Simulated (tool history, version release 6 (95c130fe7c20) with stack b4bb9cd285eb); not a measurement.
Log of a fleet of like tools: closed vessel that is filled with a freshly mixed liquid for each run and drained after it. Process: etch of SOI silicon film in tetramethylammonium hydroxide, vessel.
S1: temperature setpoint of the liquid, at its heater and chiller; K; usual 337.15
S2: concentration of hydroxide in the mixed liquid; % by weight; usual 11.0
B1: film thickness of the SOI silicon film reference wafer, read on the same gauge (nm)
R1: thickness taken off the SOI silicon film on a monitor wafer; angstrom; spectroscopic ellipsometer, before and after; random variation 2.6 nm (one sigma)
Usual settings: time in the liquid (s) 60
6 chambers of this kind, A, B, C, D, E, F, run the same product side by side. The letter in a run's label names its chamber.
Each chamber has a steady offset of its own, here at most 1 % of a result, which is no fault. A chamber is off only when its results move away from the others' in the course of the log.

Run 1F, hour 12.6: usual settings; B1 90.020. Result: R1 2918.4 angstrom.
At hour 15.7: chamber A: hydroxide flow meter replaced.
Run 2C, hour 23.3: usual settings; B1 90.004. Result: R1 2879.6 angstrom.
Run 3B, hour 30.0: usual settings; B1 89.997. Result: R1 2922.4 angstrom.
Run 4D, hour 38.3: usual settings; B1 89.989. Result: R1 2937.5 angstrom.
Run 5A, hour 46.3: usual settings; B1 89.992. Result: R1 3011.7 angstrom.
Run 6E, hour 56.8: usual settings; B1 90.004. Result: R1 3012.9 angstrom.
Run 7F, hour 64.3: usual settings; B1 90.013. Result: R1 2988.9 angstrom.
At hour 69.4: chamber C: thermometer replaced.
Run 8B, hour 71.1: usual settings; B1 89.997. Result: R1 2896.3 angstrom.
Run 9C, hour 81.0: usual settings but S1 340.15 K, S2 13.5 % by weight; B1 89.974. Result: R1 3232.7 angstrom.
Run 10E, hour 94.4: usual settings but S1 340.15 K, S2 13.5 % by weight; B1 89.977. Result: R1 3284.0 angstrom.
Run 11D, hour 102.4: usual settings but S1 340.15 K, S2 13.5 % by weight; B1 90.036. Result: R1 3280.5 angstrom.
Run 12A, hour 116.7: usual settings but S1 340.15 K, S2 13.5 % by weight; B1 90.052. Result: R1 3265.4 angstrom.
Run 13E, hour 123.9: usual settings but S1 340.15 K, S2 13.5 % by weight; B1 90.026. Result: R1 3218.8 angstrom.
Run 14B, hour 135.0: usual settings but S1 340.15 K, S2 13.5 % by weight; B1 90.035. Result: R1 3252.6 angstrom.
Run 15F, hour 144.3: usual settings but S2 8.5 % by weight; B1 90.013. Result: R1 3279.8 angstrom.
Run 16A, hour 152.2: usual settings but S2 8.5 % by weight; B1 89.974. Result: R1 3244.4 angstrom.
Run 17C, hour 163.6: usual settings but S2 8.5 % by weight; B1 89.978. Result: R1 3228.3 angstrom.
Run 18D, hour 178.4: usual settings but S2 8.5 % by weight; B1 89.984. Result: R1 3271.8 angstrom.
Run 19B, hour 191.4: usual settings but S2 8.5 % by weight; B1 89.998. Result: R1 3210.0 angstrom.
Run 20F, hour 199.3: usual settings but S2 8.5 % by weight; B1 89.991. Result: R1 3217.5 angstrom.
At hour 202.8: chamber B: thermometer replaced.
Run 21C, hour 206.4: usual settings; B1 89.969. Result: R1 2957.5 angstrom.
Run 22E, hour 220.9: usual settings; B1 90.028. Result: R1 2882.4 angstrom.
Run 23D, hour 232.6: usual settings; B1 89.963. Result: R1 2960.9 angstrom.
Run 24A, hour 240.7: usual settings; B1 90.000. Result: R1 2972.3 angstrom.
Run 25E, hour 247.8: usual settings; B1 90.003. Result: R1 2871.3 angstrom.
Run 26C, hour 263.2: usual settings but S2 8.0 % by weight, time in the liquid (s) 30; B1 89.998. Result: R1 1646.0 angstrom.
Run 27D, hour 270.9: usual settings but S2 8.0 % by weight, time in the liquid (s) 30; B1 90.003. Result: R1 1673.3 angstrom.
Run 28F, hour 284.0: usual settings but S2 8.0 % by weight, time in the liquid (s) 30; B1 89.998. Result: R1 1664.3 angstrom.
Run 29B, hour 294.0: usual settings but S2 8.0 % by weight, time in the liquid (s) 30; B1 90.022. Result: R1 1637.1 angstrom.
Run 30A, hour 307.9: usual settings but S2 8.0 % by weight, time in the liquid (s) 30; B1 90.013. Result: R1 1674.6 angstrom.
Run 31C, hour 321.9: usual settings but S2 8.0 % by weight, time in the liquid (s) 30; B1 89.967. Result: R1 1637.8 angstrom.
At hour 326.4: chamber A: thermometer replaced.
Run 32E, hour 332.3: usual settings; B1 90.017. Result: R1 2844.9 angstrom.
Run 33D, hour 345.8: usual settings; B1 90.004. Result: R1 2971.3 angstrom.
Run 34A, hour 352.8: usual settings; B1 89.966. Result: R1 2966.6 angstrom.
Run 35F, hour 366.3: usual settings but S1 332.65 K, S2 13.5 % by weight; B1 90.020. Result: R1 2082.7 angstrom.
Run 36B, hour 373.7: usual settings but S1 332.65 K, S2 13.5 % by weight; B1 89.987. Result: R1 2074.2 angstrom.
Run 37C, hour 380.8: usual settings but S1 332.65 K, S2 13.5 % by weight; B1 89.972. Result: R1 2045.8 angstrom.

All 6 chambers run these settings next. Forecast each chamber's results:
Run 38A, hour 391.9: usual settings but time in the liquid (s) 95. Result: R1 ?.
Run 38B, hour 391.9: usual settings but time in the liquid (s) 95. Result: R1 ?.
Run 38C, hour 391.9: usual settings but time in the liquid (s) 95. Result: R1 ?.
Run 38D, hour 391.9: usual settings but time in the liquid (s) 95. Result: R1 ?.
Run 38E, hour 391.9: usual settings but time in the liquid (s) 95. Result: R1 ?.
Run 38F, hour 391.9: usual settings but time in the liquid (s) 95. Result: R1 ?.

run      R1
38A  4706.0
38B  4681.2
38C  4642.9
38D  4789.1
38E  4438.4
38F  4674.2
